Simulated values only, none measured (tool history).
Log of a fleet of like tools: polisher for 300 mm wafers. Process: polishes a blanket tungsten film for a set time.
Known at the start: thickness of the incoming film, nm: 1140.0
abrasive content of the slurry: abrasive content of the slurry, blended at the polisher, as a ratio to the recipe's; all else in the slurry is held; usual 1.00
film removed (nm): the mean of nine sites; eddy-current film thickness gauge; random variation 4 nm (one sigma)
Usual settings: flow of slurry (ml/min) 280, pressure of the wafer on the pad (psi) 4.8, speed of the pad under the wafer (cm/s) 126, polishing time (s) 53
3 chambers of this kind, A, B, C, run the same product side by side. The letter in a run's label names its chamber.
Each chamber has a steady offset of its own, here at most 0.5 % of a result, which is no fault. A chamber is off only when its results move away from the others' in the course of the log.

run   hour  flow of slurry (ml/min)  pressure of the wafer on the pad (psi)  speed of the pad under the wafer (cm/s)  abrasive content of the slurry  polishing time (s)  film removed (nm)
 1A   11.7                      280                                     4.8                                      126                            1.00                  53             418.02
 2C   19.1                      280                                     4.8                                      126                            1.00                  53             416.79
      24.8  -- chamber A: worn pad replaced by a new one
      30.6  -- chamber A: slurry tank refilled with fresh slurry and peroxide
      31.9  -- chamber B: worn pad replaced by a new one
 3B   33.4                      280                                     4.8                                      126                            1.00                  53             420.80
 4A   41.1                      280                                     4.8                                      126                            1.00                  53             411.98
 5C   50.6                      280                                     4.8                                      126                            1.00                  53             424.21
 6B   60.7                      280                                     4.8                                      106                            1.25                  53             372.45
 7B   73.2                      280                                     4.8                                      106                            1.25                  53             372.61
      75.1  -- chamber C: slurry tank refilled with fresh slurry and peroxide
      78.7  -- chamber B: head pressure recalibrated
 8C   80.3                      280                                     4.8                                      106                            1.25                  53             367.57
      91.5  -- chamber B: slurry tank refilled with fresh slurry and peroxide
 9A   92.7                      280                                     4.8                                      126                            1.00                  53             416.39
10C  104.4                      280                                     4.8                                      126                            1.00                  53             413.09
11B  115.7                      280                                     4.8                                      126                            1.00                  53             422.59
     117.3  -- chamber C: worn pad replaced by a new one
     121.7  -- chamber A: slurry tank refilled with fresh slurry and peroxide
12A  126.8                      280                                     4.8                                      126                            1.00                  53             417.08
13B  141.1                      280                                     4.8                                      126                            1.00                  53             407.05
14A  153.1                      280                                     4.8                                      126                            1.00                  53             410.42
     155.9  -- chamber B: worn pad replaced by a new one
15C  166.1                      280                                     4.8                                      126                            1.00                  53             414.77
16B  181.2                      280                                     4.8                                      126                            1.00                  53             420.91
     186.7  -- chamber C: slurry tank refilled with fresh slurry and peroxide
17A  190.9                      280                                     4.8                                      126                            1.00                  53             417.39
18C  199.1                      280                                     4.8                                      126                            1.00                  53             406.09
     199.9  -- chamber A: slurry blender recalibrated
     204.3  -- chamber A: worn pad replaced by a new one
     207.9  -- chamber B: slurry blender recalibrated
19A  211.8                      280                                     4.8                                      126                            1.00                  53             411.71
     222.4  -- chamber A: head pressure recalibrated
     222.5  -- chamber C: slurry blender recalibrated
20C  223.1                      280                                     4.8                                      126                            1.00                  53             416.45
     223.9  -- chamber C: slurry nozzle cleaned
     233.6  -- chamber A: slurry tank refilled with fresh slurry and peroxide
     235.0  -- chamber B: slurry tank refilled with fresh slurry and peroxide
21B  237.6                      280                                     4.8                                      126                            1.00                  39             308.86
22C  249.9                      280                                     4.8                                      126                            1.00                  39             303.37
23B  258.3                      280                                     4.8                                      126                            1.00                  39             305.29
24A  271.7                      280                                     4.8                                      126                            1.00                  53             410.93
     280.5  -- chamber B: worn pad replaced by a new one
25A  281.5                      280                                     4.8                                      126                            1.00                  53             413.51
     283.8  -- chamber C: worn pad replaced by a new one
26C  289.9                      280                                     4.8                                      126                            1.00                  53             419.03
     295.1  -- chamber C: slurry tank refilled with fresh slurry and peroxide
27B  298.1                      280                                     3.7                                      126                            1.00                  53             318.06
28B  306.7                      280                                     3.7                                      126                            1.00                  53             318.05
29C  318.6                      280                                     3.7                                      126                            1.00                  53             319.00
     319.5  -- chamber A: slurry tank refilled with fresh slurry and peroxide
30A  328.5                      280                                     4.8                                      126                            1.00                  53             411.15
31A  340.4                      280                                     4.8                                      126                            1.00                  53             415.15
32C  355.6                      280                                     4.8                                      126                            1.00                  53             414.09
33B  367.6                      280                                     4.8                                      126                            1.00                  53             418.11
34C  375.0                      280                                     4.8                                      126                            1.00                  37             286.54

What goes on in this fleet: one chamber off, a drifting gauge, or nothing beyond the chambers' own small offsets? Name the chamber and the cause, if any.

No chamber stands off beyond its own small offset, and the gauge holds steady.
